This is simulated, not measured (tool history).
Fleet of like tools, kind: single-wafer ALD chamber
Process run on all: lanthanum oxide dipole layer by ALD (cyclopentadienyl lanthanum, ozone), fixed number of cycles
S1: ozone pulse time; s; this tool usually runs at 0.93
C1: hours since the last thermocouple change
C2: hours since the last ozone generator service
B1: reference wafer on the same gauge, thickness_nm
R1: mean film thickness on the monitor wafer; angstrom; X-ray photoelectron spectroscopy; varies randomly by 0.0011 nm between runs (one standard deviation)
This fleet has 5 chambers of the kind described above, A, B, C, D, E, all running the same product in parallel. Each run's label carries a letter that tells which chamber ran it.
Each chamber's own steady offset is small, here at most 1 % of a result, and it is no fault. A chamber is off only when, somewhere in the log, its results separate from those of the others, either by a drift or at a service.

| run | hour | S1 | C1 | C2 | B1 | R1 |
|---|---|---|---|---|---|---|
| 1E | 9.9 | 0.93 | 1481.7 | 511 | 0.5458 | 4.8593 |
| 2A | 15.7 | 0.93 | 2094.4 | 471.4 | 0.5459 | 4.9004 |
| 3C | 23.6 | 0.93 | 1654.5 | 157.7 | 0.546 | 4.9088 |
| 4D | 31.5 | 0.93 | 978.3 | 841 | 0.54622 | 4.9193 |
| 5B | 37.1 | 0.93 | 1275 | 425.5 | 0.54582 | 4.8707 |
| 6A | 49.3 | 0.93 | 2128 | 505 | 0.54616 | 4.8985 |
| 7C | 60.1 | 0.93 | 1691 | 194.2 | 0.54648 | 4.8994 |
| 8D | 71 | 0.93 | 1017.8 | 880.5 | 0.54608 | 4.9182 |
| 9B | 76.8 | 0.6 | 1314.7 | 465.2 | 0.54596 | 4.0007 |
| 10E | 88.2 | 0.6 | 1560 | 589.3 | 0.54592 | 4.0188 |
| 11A | 96.8 | 0.6 | 2175.5 | 552.5 | 0.54606 | 4.032 |
| 12E | 108.1 | 0.6 | 1579.9 | 609.2 | 0.54582 | 4.009 |
| 13C | 119.9 | 0.6 | 1750.8 | 254 | 0.54593 | 4.0384 |
| 14D | 128.1 | 0.93 | 1074.9 | 937.6 | 0.54573 | 4.9047 |
| 15B | 136.7 | 0.93 | 1374.6 | 525.1 | 0.54607 | 4.8766 |
| 16E | 143.8 | 0.93 | 1615.6 | 644.9 | 0.54591 | 4.8371 |
|  | 144.4 | chamber A: thermocouple changed; heater temperature recalibrated |
| 17B | 154.2 | 0.93 | 1392.1 | 542.6 | 0.54638 | 4.8609 |
| 18A | 163.2 | 0.93 | 18.9 | 618.9 | 0.54613 | 4.886 |
| 19D | 170.9 | 0.75 | 1117.7 | 980.4 | 0.54616 | 4.5064 |
| 20C | 181.9 | 0.75 | 1812.8 | 316 | 0.54582 | 4.4868 |
| 21C | 192.5 | 0.75 | 1823.4 | 326.6 | 0.54589 | 4.5024 |
| 22D | 203.8 | 0.75 | 1150.6 | 1013.3 | 0.54594 | 4.5244 |
| 23A | 209.2 | 0.75 | 64.9 | 664.9 | 0.54617 | 4.5021 |
| 24E | 221.3 | 0.93 | 1693.1 | 722.4 | 0.54578 | 4.8642 |
| 25B | 229.8 | 0.59 | 1467.7 | 618.2 | 0.5458 | 3.9636 |
| 26E | 236.4 | 0.59 | 1708.2 | 737.5 | 0.54617 | 3.9726 |
| 27B | 247.4 | 0.59 | 1485.3 | 635.8 | 0.54586 | 3.9629 |
| 28A | 256.1 | 0.59 | 111.8 | 711.8 | 0.54614 | 4.0062 |
| 29D | 262.3 | 0.59 | 1209.1 | 1071.8 | 0.54593 | 4.0396 |
| 30C | 271 | 0.93 | 1901.9 | 405.1 | 0.54576 | 4.8999 |
| 31D | 282.5 | 0.93 | 1229.3 | 1092 | 0.54615 | 4.9126 |
| 32B | 294.5 | 0.93 | 1532.4 | 682.9 | 0.54568 | 4.8551 |
| 33A | 301.3 | 1.24 | 157 | 757 | 0.54594 | 5.3336 |
| 34C | 310.8 | 1.24 | 1941.7 | 444.9 | 0.54606 | 5.3297 |
| 35E | 319.2 | 1.24 | 1791 | 820.3 | 0.5456 | 5.2762 |
| 36E | 326.3 | 1.24 | 1798.1 | 827.4 | 0.54605 | 5.2646 |
| 37C | 335.2 | 1.24 | 1966.1 | 469.3 | 0.5464 | 5.3365 |
| 38A | 341.6 | 0.61 | 197.3 | 797.3 | 0.54602 | 4.0556 |
| 39B | 352.6 | 0.61 | 1590.5 | 741 | 0.54591 | 4.0446 |
| 40D | 361 | 0.61 | 1307.8 | 1170.5 | 0.54597 | 4.104 |
| 41D | 369.9 | 0.61 | 1316.7 | 1179.4 | 0.54562 | 4.1126 |
| 42C | 380.8 | 0.61 | 2011.7 | 514.9 | 0.54639 | 4.0743 |
| 43E | 391 | 0.93 | 1862.8 | 892.1 | 0.54598 | 4.8554 |

Has any chamber moved away from the others, gradually or after a service, or does the common gauge drift, or do the chambers differ only by their own small steady offsets? State the chamber and the most likely cause if one applies.

Beyond each chamber's small constant offset nothing stands out, and the gauge stays steady.

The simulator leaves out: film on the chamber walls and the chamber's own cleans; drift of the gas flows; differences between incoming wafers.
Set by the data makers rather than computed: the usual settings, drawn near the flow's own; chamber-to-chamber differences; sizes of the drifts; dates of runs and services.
